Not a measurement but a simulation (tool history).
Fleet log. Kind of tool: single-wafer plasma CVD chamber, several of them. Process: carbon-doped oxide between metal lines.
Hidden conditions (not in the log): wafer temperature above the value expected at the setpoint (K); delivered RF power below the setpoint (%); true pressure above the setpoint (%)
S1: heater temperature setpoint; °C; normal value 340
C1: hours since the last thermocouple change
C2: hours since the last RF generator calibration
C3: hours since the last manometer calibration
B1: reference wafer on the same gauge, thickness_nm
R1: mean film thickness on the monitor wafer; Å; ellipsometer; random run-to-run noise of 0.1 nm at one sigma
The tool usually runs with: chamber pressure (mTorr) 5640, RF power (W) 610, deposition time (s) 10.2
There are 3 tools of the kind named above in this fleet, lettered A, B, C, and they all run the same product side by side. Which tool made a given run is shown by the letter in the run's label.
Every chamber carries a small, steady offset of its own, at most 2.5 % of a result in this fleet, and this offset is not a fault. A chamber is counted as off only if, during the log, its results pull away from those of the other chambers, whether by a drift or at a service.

{"run": "1B", "hour": 8.0, "S1": 340, "chamber pressure (mTorr)": 5640, "RF power (W)": 610, "deposition time (s)": 10.2, "C1": 2219, "C2": 391.5, "C3": 859.6, "B1": 70.872, "R1": 631.51}
{"run": "2C", "hour": 21.7, "S1": 340, "chamber pressure (mTorr)": 5640, "RF power (W)": 610, "deposition time (s)": 10.2, "C1": 425.1, "C2": 1157.7, "C3": 1681.3, "B1": 70.886, "R1": 625.68}
{"run": "3A", "hour": 31.1, "S1": 340, "chamber pressure (mTorr)": 5640, "RF power (W)": 610, "deposition time (s)": 10.2, "C1": 1404.9, "C2": 2245, "C3": 861.6, "B1": 70.877, "R1": 640.24}
{"run": "4C", "hour": 42.9, "S1": 340, "chamber pressure (mTorr)": 5640, "RF power (W)": 610, "deposition time (s)": 10.2, "C1": 446.3, "C2": 1178.9, "C3": 1702.5, "B1": 70.821, "R1": 625.6}
{"run": "5B", "hour": 57.1, "S1": 340, "chamber pressure (mTorr)": 5640, "RF power (W)": 610, "deposition time (s)": 10.2, "C1": 2268.1, "C2": 440.6, "C3": 908.7, "B1": 70.819, "R1": 629.82}
{"run": "6A", "hour": 69.3, "S1": 340, "chamber pressure (mTorr)": 5640, "RF power (W)": 610, "deposition time (s)": 10.2, "C1": 1443.1, "C2": 2283.2, "C3": 899.8, "B1": 70.796, "R1": 641.48}
{"run": "7C", "hour": 81.0, "S1": 340, "chamber pressure (mTorr)": 5640, "RF power (W)": 525, "deposition time (s)": 10.2, "C1": 484.4, "C2": 1217, "C3": 1740.6, "B1": 70.777, "R1": 569.6}
{"run": "8B", "hour": 95.5, "S1": 340, "chamber pressure (mTorr)": 5640, "RF power (W)": 525, "deposition time (s)": 10.2, "C1": 2306.5, "C2": 479, "C3": 947.1, "B1": 70.768, "R1": 576.95}
{"run": "9A", "hour": 103.1, "S1": 340, "chamber pressure (mTorr)": 5640, "RF power (W)": 525, "deposition time (s)": 10.2, "C1": 1476.9, "C2": 2317, "C3": 933.6, "B1": 70.74, "R1": 580.82}
{"run": "10A", "hour": 118.7, "S1": 340, "chamber pressure (mTorr)": 5640, "RF power (W)": 610, "deposition time (s)": 10.2, "C1": 1492.5, "C2": 2332.6, "C3": 949.2, "B1": 70.748, "R1": 638.17}
{"run": "11B", "hour": 130.4, "S1": 340, "chamber pressure (mTorr)": 5640, "RF power (W)": 610, "deposition time (s)": 10.2, "C1": 2341.4, "C2": 513.9, "C3": 982, "B1": 70.735, "R1": 631.92}
{"run": "12C", "hour": 140.3, "S1": 340, "chamber pressure (mTorr)": 5640, "RF power (W)": 665, "deposition time (s)": 10.2, "C1": 543.7, "C2": 1276.3, "C3": 1799.9, "B1": 70.73, "R1": 660}
{"run": "13C", "hour": 152.1, "S1": 340, "chamber pressure (mTorr)": 5640, "RF power (W)": 665, "deposition time (s)": 10.2, "C1": 555.5, "C2": 1288.1, "C3": 1811.7, "B1": 70.673, "R1": 657.33}
{"run": "14B", "hour": 161.5, "S1": 340, "chamber pressure (mTorr)": 5640, "RF power (W)": 665, "deposition time (s)": 10.2, "C1": 2372.5, "C2": 545, "C3": 1013.1, "B1": 70.66, "R1": 664.78}
{"hour": 168.4, "done": "chamber B: capacitance manometer re-zeroed and calibrated"}
{"run": "15A", "hour": 171.8, "S1": 340, "chamber pressure (mTorr)": 5640, "RF power (W)": 610, "deposition time (s)": 10.2, "C1": 1545.6, "C2": 2385.7, "C3": 1002.3, "B1": 70.675, "R1": 636.74}
{"run": "16C", "hour": 180.3, "S1": 340, "chamber pressure (mTorr)": 5640, "RF power (W)": 610, "deposition time (s)": 10.2, "C1": 583.7, "C2": 1316.3, "C3": 1839.9, "B1": 70.614, "R1": 623.83}
{"run": "17A", "hour": 193.5, "S1": 340, "chamber pressure (mTorr)": 5640, "RF power (W)": 610, "deposition time (s)": 10.2, "C1": 1567.3, "C2": 2407.4, "C3": 1024, "B1": 70.637, "R1": 636.17}
{"hour": 200.4, "done": "chamber A: thermocouple changed; heater temperature recalibrated"}
{"run": "18B", "hour": 203.9, "S1": 340, "chamber pressure (mTorr)": 5640, "RF power (W)": 610, "deposition time (s)": 10.2, "C1": 2414.9, "C2": 587.4, "C3": 35.5, "B1": 70.626, "R1": 631.5}
{"hour": 216.9, "done": "chamber C: capacitance manometer re-zeroed and calibrated"}
{"run": "19A", "hour": 219.0, "S1": 340, "chamber pressure (mTorr)": 5640, "RF power (W)": 610, "deposition time (s)": 10.2, "C1": 18.6, "C2": 2432.9, "C3": 1049.5, "B1": 70.61, "R1": 638.94}
{"run": "20B", "hour": 234.1, "S1": 345, "chamber pressure (mTorr)": 5640, "RF power (W)": 610, "deposition time (s)": 10.2, "C1": 2445.1, "C2": 617.6, "C3": 65.7, "B1": 70.565, "R1": 619.63}
{"run": "21C", "hour": 247.7, "S1": 345, "chamber pressure (mTorr)": 5640, "RF power (W)": 610, "deposition time (s)": 10.2, "C1": 651.1, "C2": 1383.7, "C3": 30.9, "B1": 70.552, "R1": 611.86}
{"run": "22A", "hour": 262.9, "S1": 345, "chamber pressure (mTorr)": 5640, "RF power (W)": 610, "deposition time (s)": 10.2, "C1": 62.5, "C2": 2476.8, "C3": 1093.4, "B1": 70.536, "R1": 627.77}
{"hour": 266.3, "done": "chamber A: RF generator calibrated"}
{"run": "23C", "hour": 272.4, "S1": 340, "chamber pressure (mTorr)": 5080, "RF power (W)": 520, "deposition time (s)": 10.2, "C1": 675.8, "C2": 1408.4, "C3": 55.6, "B1": 70.501, "R1": 554.24}
{"run": "24B", "hour": 281.5, "S1": 340, "chamber pressure (mTorr)": 5080, "RF power (W)": 520, "deposition time (s)": 10.2, "C1": 2492.5, "C2": 665, "C3": 113.1, "B1": 70.503, "R1": 562.99}
{"run": "25C", "hour": 289.9, "S1": 340, "chamber pressure (mTorr)": 5080, "RF power (W)": 520, "deposition time (s)": 10.2, "C1": 693.3, "C2": 1425.9, "C3": 73.1, "B1": 70.498, "R1": 554.78}
{"run": "26B", "hour": 303.3, "S1": 340, "chamber pressure (mTorr)": 5640, "RF power (W)": 535, "deposition time (s)": 10.2, "C1": 2514.3, "C2": 686.8, "C3": 134.9, "B1": 70.453, "R1": 578.49}
{"run": "27A", "hour": 319.0, "S1": 340, "chamber pressure (mTorr)": 5640, "RF power (W)": 535, "deposition time (s)": 10.2, "C1": 118.6, "C2": 52.8, "C3": 1149.5, "B1": 70.456, "R1": 584.99}

The same settings go to every chamber for the next run, one line per chamber below. Forecast the results for each:
{"run": "28A", "hour": 330.4, "S1": 340, "chamber pressure (mTorr)": 5640, "RF power (W)": 610, "deposition time (s)": 9, "R1": "?"}
{"run": "28B", "hour": 330.4, "S1": 340, "chamber pressure (mTorr)": 5640, "RF power (W)": 610, "deposition time (s)": 9, "R1": "?"}
{"run": "28C", "hour": 330.4, "S1": 340, "chamber pressure (mTorr)": 5640, "RF power (W)": 610, "deposition time (s)": 9, "R1": "?"}

run=28A R1=560.91
run=28B R1=555.62
run=28C R1=549.81

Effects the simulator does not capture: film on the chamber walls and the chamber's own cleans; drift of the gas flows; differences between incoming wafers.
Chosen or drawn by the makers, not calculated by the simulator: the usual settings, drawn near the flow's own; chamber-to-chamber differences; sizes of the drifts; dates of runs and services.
